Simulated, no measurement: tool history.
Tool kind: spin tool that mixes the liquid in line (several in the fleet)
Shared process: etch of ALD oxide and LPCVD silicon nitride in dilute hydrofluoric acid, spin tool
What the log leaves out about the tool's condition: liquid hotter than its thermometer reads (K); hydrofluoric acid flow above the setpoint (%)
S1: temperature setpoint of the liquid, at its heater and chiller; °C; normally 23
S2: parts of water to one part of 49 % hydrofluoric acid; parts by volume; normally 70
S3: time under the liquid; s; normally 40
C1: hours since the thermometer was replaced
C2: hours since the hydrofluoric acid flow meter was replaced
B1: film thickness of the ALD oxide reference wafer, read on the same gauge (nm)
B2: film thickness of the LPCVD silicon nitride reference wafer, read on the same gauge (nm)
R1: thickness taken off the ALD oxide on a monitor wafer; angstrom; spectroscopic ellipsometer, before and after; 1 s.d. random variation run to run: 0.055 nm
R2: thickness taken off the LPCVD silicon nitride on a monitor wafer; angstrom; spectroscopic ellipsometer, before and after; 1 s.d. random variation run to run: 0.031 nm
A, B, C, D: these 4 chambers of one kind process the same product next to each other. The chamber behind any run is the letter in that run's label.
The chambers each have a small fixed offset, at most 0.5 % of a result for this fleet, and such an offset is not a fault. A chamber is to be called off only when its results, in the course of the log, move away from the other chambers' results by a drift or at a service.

Run 1D, hour 8.0: usual settings; C1 614.7; C2 261.8; B1 100.010; B2 110.00. Result: R1 55.540 angstrom, R2 2.96550 angstrom.
Run 2C, hour 15.6: usual settings; C1 90.2; C2 1090.2; B1 99.991; B2 110.02. Result: R1 56.428 angstrom, R2 2.94510 angstrom.
Run 3B, hour 23.8: usual settings; C1 756.6; C2 571.2; B1 99.983; B2 110.02. Result: R1 56.557 angstrom, R2 2.66840 angstrom.
Run 4A, hour 28.4: usual settings; C1 759.6; C2 1894.8; B1 99.999; B2 109.99. Result: R1 56.799 angstrom, R2 2.54660 angstrom.
Run 5C, hour 36.0: usual settings; C1 110.6; C2 1110.6; B1 99.975; B2 110.02. Result: R1 55.635 angstrom, R2 3.23290 angstrom.
Run 6B, hour 43.4: usual settings but S3 15 s; C1 776.2; C2 590.8; B1 99.998; B2 109.99. Result: R1 21.136 angstrom, R2 1.22100 angstrom.
Run 7D, hour 53.0: usual settings but S3 15 s; C1 659.7; C2 306.8; B1 100.000; B2 110.01. Result: R1 20.505 angstrom, R2 0.82460 angstrom.
Run 8A, hour 61.0: usual settings but S3 15 s; C1 792.2; C2 1927.4; B1 100.020; B2 109.98. Result: R1 20.986 angstrom, R2 1.14570 angstrom.
Run 9D, hour 65.8: usual settings but S3 15 s; C1 672.5; C2 319.6; B1 99.977; B2 110.00. Result: R1 20.829 angstrom, R2 1.01750 angstrom.
Run 10A, hour 71.6: usual settings; C1 802.8; C2 1938.0; B1 100.000; B2 109.98. Result: R1 56.119 angstrom, R2 2.87190 angstrom.
Run 11C, hour 77.5: usual settings; C1 152.1; C2 1152.1; B1 100.010; B2 109.98. Result: R1 56.554 angstrom, R2 2.86410 angstrom.
At hour 77.7: chamber B: thermometer replaced.
Run 12B, hour 84.1: usual settings; C1 6.4; C2 631.5; B1 99.999; B2 110.01. Result: R1 56.690 angstrom, R2 2.65190 angstrom.
Run 13B, hour 88.8: usual settings; C1 11.1; C2 636.2; B1 99.996; B2 109.99. Result: R1 56.459 angstrom, R2 3.41290 angstrom.
Run 14C, hour 98.5: usual settings; C1 173.1; C2 1173.1; B1 100.020; B2 110.00. Result: R1 55.886 angstrom, R2 3.16660 angstrom.
Run 15D, hour 107.7: usual settings; C1 714.4; C2 361.5; B1 100.010; B2 110.02. Result: R1 55.963 angstrom, R2 2.90490 angstrom.
Run 16A, hour 114.4: usual settings; C1 845.6; C2 1980.8; B1 100.030; B2 109.98. Result: R1 55.222 angstrom, R2 2.66770 angstrom.
Run 17B, hour 119.7: usual settings; C1 42.0; C2 667.1; B1 100.030; B2 109.98. Result: R1 57.009 angstrom, R2 2.91840 angstrom.
Run 18A, hour 125.6: usual settings; C1 856.8; C2 1992.0; B1 100.000; B2 110.00. Result: R1 56.264 angstrom, R2 2.51710 angstrom.
Run 19C, hour 130.5: usual settings; C1 205.1; C2 1205.1; B1 100.000; B2 110.00. Result: R1 56.539 angstrom, R2 2.76150 angstrom.
At hour 133.4: chamber A: thermometer replaced.
Run 20D, hour 136.2: usual settings; C1 742.9; C2 390.0; B1 100.000; B2 110.01. Result: R1 55.758 angstrom, R2 2.56880 angstrom.
Run 21A, hour 145.1: usual settings; C1 11.8; C2 2011.5; B1 100.000; B2 109.99. Result: R1 55.805 angstrom, R2 2.95000 angstrom.
Run 22C, hour 150.2: usual settings; C1 224.8; C2 1224.8; B1 100.000; B2 110.00. Result: R1 55.825 angstrom, R2 2.39950 angstrom.
Run 23D, hour 156.9: usual settings; C1 763.6; C2 410.7; B1 100.000; B2 110.01. Result: R1 56.061 angstrom, R2 2.48470 angstrom.
Run 24B, hour 161.3: usual settings; C1 83.6; C2 708.7; B1 100.010; B2 109.98. Result: R1 56.890 angstrom, R2 2.29630 angstrom.

The same settings go to every chamber for the next run, one line per chamber below. Forecast the results for each:
Run 25A, hour 168.2: usual settings but S3 15 s. Result: R1 ?, R2 ?.
Run 25B, hour 168.2: usual settings but S3 15 s. Result: R1 ?, R2 ?.
Run 25C, hour 168.2: usual settings but S3 15 s. Result: R1 ?, R2 ?.
Run 25D, hour 168.2: usual settings but S3 15 s. Result: R1 ?, R2 ?.

run      R1       R2
25A  21.135  1.16390
25B  21.123  0.97346
25C  20.901  1.09550
25D  20.920  1.06890

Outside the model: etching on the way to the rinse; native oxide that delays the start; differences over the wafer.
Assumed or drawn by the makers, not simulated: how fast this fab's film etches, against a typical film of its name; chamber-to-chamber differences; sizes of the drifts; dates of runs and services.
